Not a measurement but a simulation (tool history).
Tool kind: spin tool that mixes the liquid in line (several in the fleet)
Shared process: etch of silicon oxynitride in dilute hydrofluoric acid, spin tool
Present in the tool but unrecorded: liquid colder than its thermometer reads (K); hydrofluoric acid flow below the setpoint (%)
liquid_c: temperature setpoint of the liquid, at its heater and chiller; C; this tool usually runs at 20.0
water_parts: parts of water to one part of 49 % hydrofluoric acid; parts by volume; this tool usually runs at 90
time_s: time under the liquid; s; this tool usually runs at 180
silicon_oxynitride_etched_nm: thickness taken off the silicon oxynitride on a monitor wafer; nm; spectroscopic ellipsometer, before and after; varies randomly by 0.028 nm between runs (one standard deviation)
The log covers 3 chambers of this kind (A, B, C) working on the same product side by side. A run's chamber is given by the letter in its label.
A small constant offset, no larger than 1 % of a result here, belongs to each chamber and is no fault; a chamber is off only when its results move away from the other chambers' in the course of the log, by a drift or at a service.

run	hour	liquid_c	water_parts	time_s	hours since the thermometer was replaced	hours since the hydrofluoric acid flow meter was replaced	read-back film thickness of the silicon oxynitride reference wafer, read on the same gauge (nm)	silicon_oxynitride_etched_nm
1A	3.1	20.0	90	180	272.7	367.7	39.980	3.6988
2B	5.8	20.0	90	180	750.9	1399.4	39.994	3.6754
3C	8.7	20.0	90	180	966.9	886.9	39.974	3.7184
4B	12.2	20.0	90	180	757.3	1405.8	39.999	3.6612
5C	14.4	20.0	90	180	972.6	892.6	40.036	3.6375
6A	17.7	20.0	90	180	287.3	382.3	40.044	3.6794
7A	21.2	20.0	90	180	290.8	385.8	39.992	3.6930
8C	24.5	20.0	90	180	982.7	902.7	39.995	3.6712
9B	28.1	20.0	90	180	773.2	1421.7	39.957	3.6701
10A	30.9	20.0	90	180	300.5	395.5	39.999	3.6720
11B	33.3	20.0	90	180	778.4	1426.9	39.999	3.7094
12C	36.5	20.0	90	180	994.7	914.7	40.017	3.6469
13C	39.7	20.0	90	180	997.9	917.9	39.967	3.5533
14B	41.5	20.0	90	180	786.6	1435.1	40.003	3.6588
15A	44.5	18.0	90	115	314.1	409.1	40.005	2.1224
16C	47.2	18.0	90	115	1005.4	925.4	39.995	2.0637
17B	50.1	18.0	90	115	795.2	1443.7	40.011	2.1057
18A	51.9	20.0	90	180	321.5	416.5	39.996	3.6171
19A	54.8	20.0	90	180	324.4	419.4	40.025	3.6296
20C	57.0	20.0	90	180	1015.2	935.2	40.010	3.5234
21B	60.2	20.0	90	180	805.3	1453.8	40.009	3.7040
22A	64.0	20.0	90	180	333.6	428.6	40.035	3.6501
23B	67.4	20.0	90	250	812.5	1461.0	40.001	5.0745
24C	69.4	20.0	90	250	1027.6	947.6	39.991	4.8927
25A	72.3	20.0	90	250	341.9	436.9	39.998	5.0994
26B	75.6	20.0	90	180	820.7	1469.2	39.986	3.6876
27C	79.5	23.5	90	180	1037.7	957.7	40.015	4.0719
28A	81.5	23.5	90	180	351.1	446.1	40.023	4.3420
29B	85.2	23.5	90	180	830.3	1478.8	40.021	4.2798
30C	88.9	20.0	90	180	1047.1	967.1	39.996	3.4370
31A	93.0	20.0	90	180	362.6	457.6	39.993	3.6580
32C	95.7	20.0	90	180	1053.9	973.9	39.987	3.4310
33B	97.9	20.0	90	180	843.0	1491.5	39.982	3.6535
34B	101.0	20.0	90	180	846.1	1494.6	40.010	3.6890
35A	103.9	20.0	90	180	373.5	468.5	40.015	3.6345
36C	107.8	20.0	90	140	1066.0	986.0	39.969	2.6601
37C	110.8	20.0	90	140	1069.0	989.0	39.994	2.6587

Each of the 3 chambers runs these same settings next. Fill in every chamber's results:
38A	113.8	20.0	125	180				?
38B	113.8	20.0	125	180				?
38C	113.8	20.0	125	180				?

run	silicon_oxynitride_etched_nm
38A	2.5826
38B	2.5656
38C	2.3716
